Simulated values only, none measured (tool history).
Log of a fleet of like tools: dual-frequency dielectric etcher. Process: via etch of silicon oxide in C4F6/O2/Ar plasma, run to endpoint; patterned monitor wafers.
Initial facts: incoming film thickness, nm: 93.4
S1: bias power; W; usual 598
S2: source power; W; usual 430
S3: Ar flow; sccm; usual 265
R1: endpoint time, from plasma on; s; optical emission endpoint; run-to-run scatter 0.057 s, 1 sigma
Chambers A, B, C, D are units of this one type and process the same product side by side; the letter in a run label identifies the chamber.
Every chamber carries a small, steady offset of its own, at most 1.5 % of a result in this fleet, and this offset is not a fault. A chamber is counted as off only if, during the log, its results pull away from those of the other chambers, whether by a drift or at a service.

{"run": "1A", "day": 0.317, "S1": 598, "S2": 430, "S3": 265, "R1": 18.299}
{"day": 0.533, "done": "chamber A: bias power generator calibrated"}
{"run": "2D", "day": 0.629, "S1": 598, "S2": 430, "S3": 265, "R1": 18.515}
{"run": "3B", "day": 1.004, "S1": 598, "S2": 430, "S3": 265, "R1": 18.493}
{"run": "4C", "day": 1.646, "S1": 598, "S2": 430, "S3": 265, "R1": 18.502}
{"run": "5B", "day": 2.062, "S1": 551, "S2": 340, "S3": 265, "R1": 20.725}
{"run": "6A", "day": 2.662, "S1": 551, "S2": 340, "S3": 265, "R1": 20.611}
{"run": "7D", "day": 3.112, "S1": 551, "S2": 340, "S3": 265, "R1": 20.846}
{"run": "8C", "day": 3.446, "S1": 551, "S2": 340, "S3": 265, "R1": 20.835}
{"run": "9C", "day": 4.125, "S1": 598, "S2": 470, "S3": 299, "R1": 18.14}
{"run": "10D", "day": 4.538, "S1": 598, "S2": 470, "S3": 299, "R1": 18.182}
{"run": "11B", "day": 5.017, "S1": 598, "S2": 470, "S3": 299, "R1": 18.074}
{"run": "12A", "day": 5.604, "S1": 598, "S2": 470, "S3": 299, "R1": 17.861}
{"day": 5.708, "done": "chamber B: wet clean of the chamber"}
{"run": "13C", "day": 6.004, "S1": 598, "S2": 430, "S3": 265, "R1": 18.421}
{"run": "14D", "day": 6.538, "S1": 598, "S2": 430, "S3": 265, "R1": 18.52}
{"run": "15A", "day": 7.125, "S1": 598, "S2": 430, "S3": 265, "R1": 18.293}
{"day": 7.575, "done": "chamber B: source power generator calibrated"}
{"run": "16B", "day": 7.721, "S1": 598, "S2": 430, "S3": 229, "R1": 18.109}
{"run": "17C", "day": 8.167, "S1": 598, "S2": 430, "S3": 229, "R1": 18.138}
{"run": "18A", "day": 8.467, "S1": 598, "S2": 430, "S3": 229, "R1": 17.948}
{"run": "19D", "day": 8.783, "S1": 598, "S2": 430, "S3": 229, "R1": 18.273}
{"run": "20B", "day": 9.104, "S1": 598, "S2": 430, "S3": 265, "R1": 18.49}
{"run": "21D", "day": 9.621, "S1": 498, "S2": 430, "S3": 212, "R1": 19.405}
{"run": "22A", "day": 10.246, "S1": 498, "S2": 430, "S3": 212, "R1": 19.102}
{"day": 10.329, "done": "chamber D: wet clean of the chamber"}
{"run": "23C", "day": 10.65, "S1": 498, "S2": 430, "S3": 212, "R1": 19.355}
{"run": "24B", "day": 11.1, "S1": 498, "S2": 430, "S3": 212, "R1": 19.243}
{"run": "25C", "day": 11.554, "S1": 598, "S2": 430, "S3": 265, "R1": 18.545}
{"run": "26D", "day": 12.004, "S1": 598, "S2": 430, "S3": 204, "R1": 18.063}
{"run": "27B", "day": 12.542, "S1": 598, "S2": 430, "S3": 204, "R1": 17.856}
{"run": "28A", "day": 13.071, "S1": 598, "S2": 430, "S3": 204, "R1": 17.681}
{"run": "29B", "day": 13.454, "S1": 598, "S2": 430, "S3": 204, "R1": 17.917}
{"run": "30D", "day": 13.867, "S1": 598, "S2": 430, "S3": 265, "R1": 18.6}
{"day": 14.271, "done": "chamber A: wet clean of the chamber"}
{"run": "31C", "day": 14.308, "S1": 598, "S2": 430, "S3": 265, "R1": 18.456}
{"run": "32A", "day": 14.775, "S1": 598, "S2": 430, "S3": 265, "R1": 18.233}
{"run": "33A", "day": 15.171, "S1": 598, "S2": 480, "S3": 265, "R1": 17.608}
{"run": "34D", "day": 15.842, "S1": 598, "S2": 480, "S3": 265, "R1": 17.816}
{"run": "35B", "day": 16.379, "S1": 598, "S2": 480, "S3": 265, "R1": 17.709}
{"run": "36C", "day": 16.829, "S1": 598, "S2": 480, "S3": 265, "R1": 17.768}
{"run": "37D", "day": 17.388, "S1": 598, "S2": 430, "S3": 265, "R1": 18.611}
{"run": "38A", "day": 17.692, "S1": 722, "S2": 480, "S3": 265, "R1": 16.255}
{"run": "39B", "day": 18.3, "S1": 722, "S2": 480, "S3": 265, "R1": 16.469}
{"day": 18.788, "done": "chamber C: wet clean of the chamber"}
{"run": "40C", "day": 18.946, "S1": 722, "S2": 480, "S3": 265, "R1": 16.456}

Is one chamber off against the others, does the gauge drift, or is nothing wrong? If a chamber is off, say which, and what the likeliest cause is.

The fleet is healthy, with each chamber sitting at its usual small offset and no drift in the gauge.
